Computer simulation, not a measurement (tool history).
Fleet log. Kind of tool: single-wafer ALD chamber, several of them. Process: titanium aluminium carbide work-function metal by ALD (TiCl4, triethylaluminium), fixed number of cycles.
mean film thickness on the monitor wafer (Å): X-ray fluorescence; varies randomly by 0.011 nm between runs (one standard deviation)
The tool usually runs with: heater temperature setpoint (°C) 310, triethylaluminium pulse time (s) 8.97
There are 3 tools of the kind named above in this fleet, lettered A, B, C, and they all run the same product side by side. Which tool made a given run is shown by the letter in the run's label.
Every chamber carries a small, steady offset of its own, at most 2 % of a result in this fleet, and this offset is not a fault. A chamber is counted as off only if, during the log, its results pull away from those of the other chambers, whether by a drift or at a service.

run  hour  heater temperature setpoint (°C)  triethylaluminium pulse time (s)  read-back reference wafer on the same gauge, thickness_nm  mean film thickness on the monitor wafer (Å)
 1A   3.8                               310                              8.97                                                     2.2394                                        20.984
 2B   8.0                               310                              8.97                                                     2.2435                                        20.597
 3C  11.9                               310                              8.97                                                     2.2381                                        20.482
 4B  14.6                               310                              8.97                                                     2.2412                                        20.611
 5A  17.5                               310                              8.97                                                     2.2426                                        20.849
 6C  20.7                               317                              8.97                                                     2.2396                                        20.873
 7A  25.3                               317                              8.97                                                     2.2424                                        21.470
 8C  27.9                               317                              8.97                                                     2.2448                                        21.034
 9B  32.8                               310                              8.97                                                     2.2391                                        20.756
10A  37.5                               310                              8.97                                                     2.2404                                        20.853
11B  40.9                               310                              8.97                                                     2.2394                                        20.822
12C  45.9                               310                              8.97                                                     2.2427                                        20.264
13A  49.2                               310                             12.45                                                     2.2408                                        21.457
14C  52.0                               310                             12.45                                                     2.2387                                        21.116
15B  55.4                               310                             12.45                                                     2.2392                                        21.303
16C  57.9                               301                              7.89                                                     2.2405                                        19.248
17B  61.7                               301                              7.89                                                     2.2391                                        19.275
18A  65.4                               301                              7.89                                                     2.2399                                        19.690
19C  68.6                               310                              8.97                                                     2.2399                                        20.499
20B  73.5                               310                              8.97                                                     2.2392                                        20.007
21A  76.8                               310                              8.97                                                     2.2408                                        20.905
22B  79.9                               310                              8.97                                                     2.2377                                        20.042
23A  83.3                               310                              8.97                                                     2.2415                                        20.902
24C  86.6                               310                              8.97                                                     2.2401                                        20.350
25B  89.1                               310                              8.97                                                     2.2428                                        19.831
26A  94.0                               310                              8.97                                                     2.2403                                        21.039
27C  97.5                               310                              8.97                                                     2.2423                                        20.238

What goes on in this fleet: one chamber off, a drifting gauge, or nothing beyond the chambers' own small offsets? Name the chamber and the cause, if any.

It is chamber B that slowly wanders off from its peers.
Most likely cause: triethylaluminium dose below that of a fresh bottle (%) = 27.

Below are 4 candidate recipes for chamber B's next run, each the usual settings with a change, their results shown as question marks. Which of them brings B's results back in line with what the other chambers give on the usual settings?
In line here means within this much of the mean the other chambers give on the usual settings: mean film thickness on the monitor wafer (Å) 0.370
28B-1  101.4                               303                              8.97                                                                                                        ?
28B-2  101.4                               312                              9.71                                                                                                        ?
28B-3  101.4                               314                             10.73                                                                                                        ?
28B-4  101.4                               310                              7.42                                                                                                        ?

On the usual settings, the other chambers give on average: mean film thickness on the monitor wafer (Å) 20.646
  run  mean film thickness on the monitor wafer (Å)
28B-1                                        18.860
28B-2                                        19.969
28B-3                                        20.565
28B-4                                        18.342
28B-3 is the one that brings the chamber's results back in line with the other chambers.
